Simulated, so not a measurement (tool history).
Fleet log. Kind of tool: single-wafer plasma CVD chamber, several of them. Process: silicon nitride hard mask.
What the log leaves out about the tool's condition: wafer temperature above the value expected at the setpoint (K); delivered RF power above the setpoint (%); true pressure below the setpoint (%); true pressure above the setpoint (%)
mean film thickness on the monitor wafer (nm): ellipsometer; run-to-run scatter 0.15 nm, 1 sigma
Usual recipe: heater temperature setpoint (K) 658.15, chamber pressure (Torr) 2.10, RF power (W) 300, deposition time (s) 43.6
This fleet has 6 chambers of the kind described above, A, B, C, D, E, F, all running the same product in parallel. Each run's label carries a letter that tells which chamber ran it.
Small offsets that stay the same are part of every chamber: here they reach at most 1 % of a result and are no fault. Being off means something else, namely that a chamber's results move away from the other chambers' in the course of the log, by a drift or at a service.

run	day	heater temperature setpoint (K)	chamber pressure (Torr)	RF power (W)	deposition time (s)	hours since the last thermocouple change	hours since the last RF generator calibration	hours since the last manometer calibration	read-back reference wafer on the same gauge, thickness_nm	mean film thickness on the monitor wafer (nm)
1D	0.208	658.15	2.10	300	43.6	206.9	1180.9	1003.4	50.500	54.195
2B	0.662	658.15	2.10	300	43.6	152.6	1493.4	1216.1	50.507	54.164
3C	1.088	658.15	2.10	300	43.6	2032.0	621.1	2406.8	50.469	54.182
4F	1.462	658.15	2.10	300	43.6	565.3	593.2	551.2	50.503	54.467
5E	1.700	658.15	2.10	300	43.6	361.6	553.9	1250.1	50.529	54.678
6A	2.025	658.15	2.10	265	46.3	1602.8	257.7	247.9	50.491	52.818
7F	2.404	658.15	2.10	265	46.3	587.9	615.8	573.8	50.538	53.519
8A	2.721	658.15	2.10	265	46.3	1619.5	274.4	264.6	50.483	52.891
9D	2.983	658.15	2.10	265	46.3	273.5	1247.5	1070.0	50.519	52.828
10E	3.396	658.15	2.10	265	46.3	402.3	594.6	1290.8	50.501	53.723
11B	3.750	658.15	2.10	265	46.3	226.7	1567.5	1290.2	50.548	52.946
12C	4.142	658.15	2.10	300	43.6	2105.3	694.4	2480.1	50.501	54.475
13C	4.429	658.15	2.10	300	43.6	2112.2	701.3	2487.0	50.560	54.162
14A	4.696	658.15	2.10	300	43.6	1666.9	321.8	312.0	50.505	54.310
15B	4.892	658.15	2.10	300	43.6	254.1	1594.9	1317.6	50.484	54.106
16D	5.096	658.15	2.10	300	43.6	324.2	1298.2	1120.7	50.474	54.500
17E	5.446	658.15	2.10	300	43.6	451.5	643.8	1340.0	50.530	54.671
18F	5.896	658.15	2.10	300	43.6	671.7	699.6	657.6	50.516	54.158
19D	6.288	658.15	2.10	300	43.6	352.8	1326.8	1149.3	50.486	54.522
20C	6.717	658.15	2.10	300	43.6	2167.1	756.2	2541.9	50.497	54.419
21A	6.917	658.15	2.10	300	43.6	1720.2	375.1	365.3	50.507	54.318
22E	7.250	658.15	2.10	300	43.6	494.8	687.1	1383.3	50.512	54.998
23B	7.683	658.15	2.10	300	43.6	321.1	1661.9	1384.6	50.495	54.123
24F	8.029	658.15	2.10	300	43.6	722.9	750.8	708.8	50.486	54.088
25F	8.388	658.15	2.10	300	43.6	731.5	759.4	717.4	50.478	54.022
26A	8.754	658.15	2.10	300	43.6	1764.3	419.2	409.4	50.510	54.167
27C	9.121	658.15	2.10	300	43.6	2224.8	813.9	2599.6	50.509	54.170
28B	9.529	658.15	2.10	300	43.6	365.4	1706.2	1428.9	50.468	53.976
29E	9.950	658.15	2.10	300	43.6	559.6	751.9	1448.1	50.491	54.772
30D	10.392	658.15	2.10	300	43.6	451.3	1425.3	1247.8	50.470	54.243
31A	10.608	658.15	2.10	300	43.6	1808.8	463.7	453.9	50.475	54.153
32C	11.050	658.15	2.10	300	43.6	2271.1	860.2	2645.9	50.499	54.454
33D	11.388	658.15	2.10	270	43.6	475.2	1449.2	1271.7	50.502	50.402
34E	11.633	658.15	2.10	270	43.6	600.0	792.3	1488.5	50.493	51.080
# day 11.746: chamber C: RF generator calibrated
35F	12.038	658.15	2.10	270	43.6	819.1	847.0	805.0	50.482	50.030
36B	12.404	658.15	2.10	270	43.6	434.4	1775.2	1497.9	50.505	50.501
37C	12.696	658.15	2.10	270	43.6	2310.6	22.8	2685.4	50.530	50.512
# day 12.708: chamber D: capacitance manometer re-zeroed and calibrated
38A	12.979	658.15	2.10	270	43.6	1865.7	520.6	510.8	50.480	50.179
39D	13.358	658.15	2.10	300	43.6	522.5	1496.5	15.6	50.504	54.280
40B	13.650	658.15	2.37	340	43.6	464.3	1805.1	1527.8	50.537	60.466
# day 13.792: chamber E: capacitance manometer re-zeroed and calibrated
41F	13.946	658.15	2.37	340	43.6	864.9	892.8	850.8	50.485	60.145
42E	14.258	658.15	2.37	340	43.6	663.0	855.3	11.3	50.506	61.434

One chamber off, gauge drift, or nothing amiss beyond the chambers' own small offsets? If it is a chamber, which one, and what is the likeliest cause?

One chamber, F, drifts off from the rest bit by bit.
What lies behind it: true pressure below the setpoint (%) = 7.18.
The log might look much the same if the cause were instead: delivered RF power below the setpoint (%).

Below are 4 candidate recipes for chamber F's next run, each the usual settings with a change, their results shown as question marks. Which of them brings F's results back in line with what the other chambers give on the usual settings?
In line here means within this much of the mean the other chambers give on the usual settings: mean film thickness on the monitor wafer (nm) 0.540
43F-1	14.583	658.15	2.12	305	44.5					?
43F-2	14.583	658.15	2.10	295	42.6					?
43F-3	14.583	658.15	2.10	300	43.1					?
43F-4	14.583	658.15	2.11	300	44.1					?

What the other chambers average on the usual settings: mean film thickness on the monitor wafer (nm) 54.368
run	mean film thickness on the monitor wafer (nm)
43F-1	55.490
43F-2	51.822
43F-3	53.032
43F-4	54.328
The answer is 43F-4, which returns the chamber to within the allowed miss of the others.
